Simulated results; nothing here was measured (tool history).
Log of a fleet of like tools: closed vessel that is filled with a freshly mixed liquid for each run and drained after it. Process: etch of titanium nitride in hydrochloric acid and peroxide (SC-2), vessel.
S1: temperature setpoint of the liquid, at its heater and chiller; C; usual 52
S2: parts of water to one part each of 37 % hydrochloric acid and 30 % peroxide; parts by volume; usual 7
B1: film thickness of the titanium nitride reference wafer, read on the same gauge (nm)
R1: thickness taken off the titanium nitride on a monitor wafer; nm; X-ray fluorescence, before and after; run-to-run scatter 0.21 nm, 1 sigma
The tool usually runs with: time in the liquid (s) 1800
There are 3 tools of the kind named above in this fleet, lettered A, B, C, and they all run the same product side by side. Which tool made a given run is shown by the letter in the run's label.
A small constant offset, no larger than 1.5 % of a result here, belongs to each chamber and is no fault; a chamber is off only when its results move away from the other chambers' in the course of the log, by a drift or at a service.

{"run": "1B", "hour": 8.6, "S1": 52, "S2": 7, "time in the liquid (s)": 1800, "B1": 150.01, "R1": 46.581}
{"run": "2A", "hour": 17.9, "S1": 52, "S2": 7, "time in the liquid (s)": 1800, "B1": 149.99, "R1": 46.924}
{"run": "3C", "hour": 27.3, "S1": 52, "S2": 7, "time in the liquid (s)": 1800, "B1": 149.99, "R1": 45.926}
{"run": "4A", "hour": 33.7, "S1": 52, "S2": 7, "time in the liquid (s)": 1800, "B1": 149.98, "R1": 46.543}
{"run": "5C", "hour": 38.8, "S1": 52, "S2": 4, "time in the liquid (s)": 1800, "B1": 150.01, "R1": 69.93}
{"run": "6B", "hour": 46.3, "S1": 52, "S2": 4, "time in the liquid (s)": 1800, "B1": 150, "R1": 70.086}
{"run": "7C", "hour": 52.5, "S1": 52, "S2": 4, "time in the liquid (s)": 1800, "B1": 150, "R1": 69.1}
{"run": "8B", "hour": 60.9, "S1": 52, "S2": 7, "time in the liquid (s)": 1800, "B1": 149.99, "R1": 46.544}
{"run": "9A", "hour": 67.2, "S1": 52, "S2": 5, "time in the liquid (s)": 1025, "B1": 150.01, "R1": 33.884}
{"run": "10C", "hour": 76.7, "S1": 52, "S2": 5, "time in the liquid (s)": 1025, "B1": 150.02, "R1": 33.708}
{"run": "11A", "hour": 82.2, "S1": 52, "S2": 5, "time in the liquid (s)": 1025, "B1": 150.02, "R1": 34.237}
{"run": "12B", "hour": 87.5, "S1": 55, "S2": 7, "time in the liquid (s)": 2120, "B1": 150.02, "R1": 66.999}
{"run": "13B", "hour": 94.2, "S1": 55, "S2": 7, "time in the liquid (s)": 2120, "B1": 150, "R1": 66.664}
{"run": "14A", "hour": 101.5, "S1": 55, "S2": 7, "time in the liquid (s)": 2120, "B1": 149.98, "R1": 66.741}
{"run": "15C", "hour": 107.4, "S1": 42.5, "S2": 7, "time in the liquid (s)": 1800, "B1": 150.01, "R1": 24.031}
{"run": "16B", "hour": 117.3, "S1": 42.5, "S2": 7, "time in the liquid (s)": 1800, "B1": 149.99, "R1": 24.464}
{"hour": 121.9, "done": "chamber C: new drum of peroxide connected"}
{"run": "17A", "hour": 123.7, "S1": 42.5, "S2": 7, "time in the liquid (s)": 1800, "B1": 150, "R1": 24.632}
{"run": "18C", "hour": 130.1, "S1": 52, "S2": 7, "time in the liquid (s)": 1800, "B1": 150.02, "R1": 45.768}
{"run": "19B", "hour": 141.0, "S1": 52, "S2": 7, "time in the liquid (s)": 1800, "B1": 150.02, "R1": 46.635}
{"run": "20C", "hour": 146.5, "S1": 52, "S2": 7, "time in the liquid (s)": 1800, "B1": 149.99, "R1": 45.211}
{"run": "21A", "hour": 155.1, "S1": 52, "S2": 7, "time in the liquid (s)": 1800, "B1": 150.01, "R1": 46.786}
{"run": "22A", "hour": 164.7, "S1": 44, "S2": 8.5, "time in the liquid (s)": 1800, "B1": 150, "R1": 23.359}
{"run": "23C", "hour": 171.4, "S1": 44, "S2": 8.5, "time in the liquid (s)": 1800, "B1": 150, "R1": 22.407}
{"run": "24B", "hour": 182.0, "S1": 44, "S2": 8.5, "time in the liquid (s)": 1800, "B1": 150, "R1": 23.41}
{"run": "25B", "hour": 190.7, "S1": 52, "S2": 7, "time in the liquid (s)": 1800, "B1": 150.01, "R1": 46.896}
{"run": "26A", "hour": 200.4, "S1": 52, "S2": 7, "time in the liquid (s)": 1800, "B1": 150, "R1": 46.63}
{"run": "27C", "hour": 207.6, "S1": 52, "S2": 7, "time in the liquid (s)": 1800, "B1": 150, "R1": 45.314}
{"run": "28B", "hour": 217.0, "S1": 52, "S2": 7, "time in the liquid (s)": 1800, "B1": 149.98, "R1": 46.736}
{"run": "29C", "hour": 222.9, "S1": 52, "S2": 7, "time in the liquid (s)": 1800, "B1": 150.02, "R1": 44.687}

One chamber off, gauge drift, or nothing amiss beyond the chambers' own small offsets? If it is a chamber, which one, and what is the likeliest cause?

Chamber C drifts away from the others.
Most likely cause: liquid colder than its thermometer reads (K) = 0.456.
It could be hard to tell apart here from: chemicals flow below the setpoint (%).

Here are 4 candidates for chamber C's next run, each the usual settings with a change, their results left as question marks. Which one brings its results back in line with what the others give on the usual settings?
Maximum distance from the other chambers' mean on the usual settings for a result to count as in line: R1 0.74 nm
{"run": "30C-1", "hour": 230.8, "S1": 52, "S2": 7, "time in the liquid (s)": 1875, "R1": "?"}
{"run": "30C-2", "hour": 230.8, "S1": 52, "S2": 7, "time in the liquid (s)": 1925, "R1": "?"}
{"run": "30C-3", "hour": 230.8, "S1": 51.5, "S2": 7, "time in the liquid (s)": 1775, "R1": "?"}
{"run": "30C-4", "hour": 230.8, "S1": 52, "S2": 7, "time in the liquid (s)": 1685, "R1": "?"}

The mean the other chambers reach with the usual settings: R1 46.677 nm
run=30C-1 R1=46.67
run=30C-2 R1=47.915
run=30C-3 R1=42.744
run=30C-4 R1=41.941
Change 30C-1 lands the chamber within the allowed miss of the other chambers.
